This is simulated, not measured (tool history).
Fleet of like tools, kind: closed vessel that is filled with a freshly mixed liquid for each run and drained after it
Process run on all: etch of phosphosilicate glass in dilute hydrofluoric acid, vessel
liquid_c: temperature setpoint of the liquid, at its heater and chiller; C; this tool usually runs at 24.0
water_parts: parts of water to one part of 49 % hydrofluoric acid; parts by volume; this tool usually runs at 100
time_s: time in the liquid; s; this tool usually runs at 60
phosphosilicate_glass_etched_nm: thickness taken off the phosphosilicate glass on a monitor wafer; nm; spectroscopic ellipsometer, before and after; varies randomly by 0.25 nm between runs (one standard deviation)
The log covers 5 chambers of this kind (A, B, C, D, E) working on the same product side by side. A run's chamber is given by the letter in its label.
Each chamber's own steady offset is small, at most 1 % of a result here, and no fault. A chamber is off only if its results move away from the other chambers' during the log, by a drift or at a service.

run	hour	liquid_c	water_parts	time_s	hours since the thermometer was replaced	hours since the hydrofluoric acid flow meter was replaced	read-back film thickness of the phosphosilicate glass reference wafer, read on the same gauge (nm)	phosphosilicate_glass_etched_nm
1E	10.2	24.0	100	60	2113.1	295.5	120.02	36.798
2C	17.9	24.0	100	60	2351.5	1072.4	120.00	36.949
3B	25.7	24.0	100	60	1824.2	56.3	119.99	37.340
4A	33.5	24.0	100	60	1723.1	396.7	119.99	36.657
5D	41.4	24.0	100	60	1735.3	556.7	120.00	36.754
6E	50.0	24.0	100	60	2152.9	335.3	120.03	36.154
7A	56.7	24.0	100	60	1746.3	419.9	120.02	36.547
8B	62.6	24.0	100	60	1861.1	93.2	119.98	37.351
9C	68.2	24.0	100	60	2401.8	1122.7	120.00	36.963
10D	74.2	24.0	100	60	1768.1	589.5	120.00	36.574
11B	84.0	24.0	100	60	1882.5	114.6	119.97	37.269
12C	89.7	24.0	100	60	2423.3	1144.2	120.01	37.246
13D	97.2	24.0	100	60	1791.1	612.5	119.95	36.690
14A	105.7	22.0	100	80	1795.3	468.9	120.01	45.649
15E	110.7	22.0	100	80	2213.6	396.0	120.00	43.730
16D	116.0	22.0	100	80	1809.9	631.3	120.02	45.593
17C	123.8	22.0	100	80	2457.4	1178.3	120.01	45.378
18A	130.7	22.0	100	80	1820.3	493.9	120.02	45.105
19B	140.1	24.0	100	60	1938.6	170.7	120.03	37.042
20E	148.8	24.0	100	60	2251.7	434.1	120.04	35.303
21D	157.1	24.0	135	60	1851.0	672.4	119.97	25.739
# hour 160.4: chamber D: thermometer replaced
22C	167.4	24.0	135	60	2501.0	1221.9	119.96	26.529
23E	176.7	24.0	135	60	2279.6	462.0	119.98	24.911
24A	184.7	24.0	135	60	1874.3	547.9	120.00	26.344
# hour 193.6: chamber D: hydrofluoric acid flow meter replaced
25B	195.0	24.0	135	60	1993.5	225.6	120.04	26.240
26A	202.2	24.0	100	60	1891.8	565.4	120.06	37.334
# hour 206.6: chamber A: thermometer replaced
27C	207.5	24.0	100	35	2541.1	1262.0	120.04	21.640
28B	215.2	24.0	100	35	2013.7	245.8	120.00	21.541
29D	224.5	24.0	100	35	64.1	31.0	120.04	21.361
30E	231.6	24.0	100	35	2334.5	516.9	119.97	19.992
31E	241.0	24.0	100	35	2343.9	526.3	119.99	19.816
32C	251.3	24.0	100	60	2584.9	1305.8	120.00	37.398
33D	257.6	24.0	100	60	97.2	64.1	119.97	37.029
34B	267.9	21.5	100	60	2066.4	298.5	120.04	33.308
35A	276.1	21.5	100	60	69.5	639.3	120.00	33.762
36B	281.0	21.5	100	60	2079.5	311.6	120.04	33.262
37D	288.1	21.5	100	60	127.7	94.6	120.02	33.578

All 5 chambers run these settings next. Forecast each chamber's results:
38A	295.6	24.0	100	60				?
38B	295.6	24.0	100	60				?
38C	295.6	24.0	100	60				?
38D	295.6	24.0	100	60				?
38E	295.6	24.0	100	60				?

run	phosphosilicate_glass_etched_nm
38A	36.988
38B	36.693
38C	36.878
38D	36.820
38E	33.595

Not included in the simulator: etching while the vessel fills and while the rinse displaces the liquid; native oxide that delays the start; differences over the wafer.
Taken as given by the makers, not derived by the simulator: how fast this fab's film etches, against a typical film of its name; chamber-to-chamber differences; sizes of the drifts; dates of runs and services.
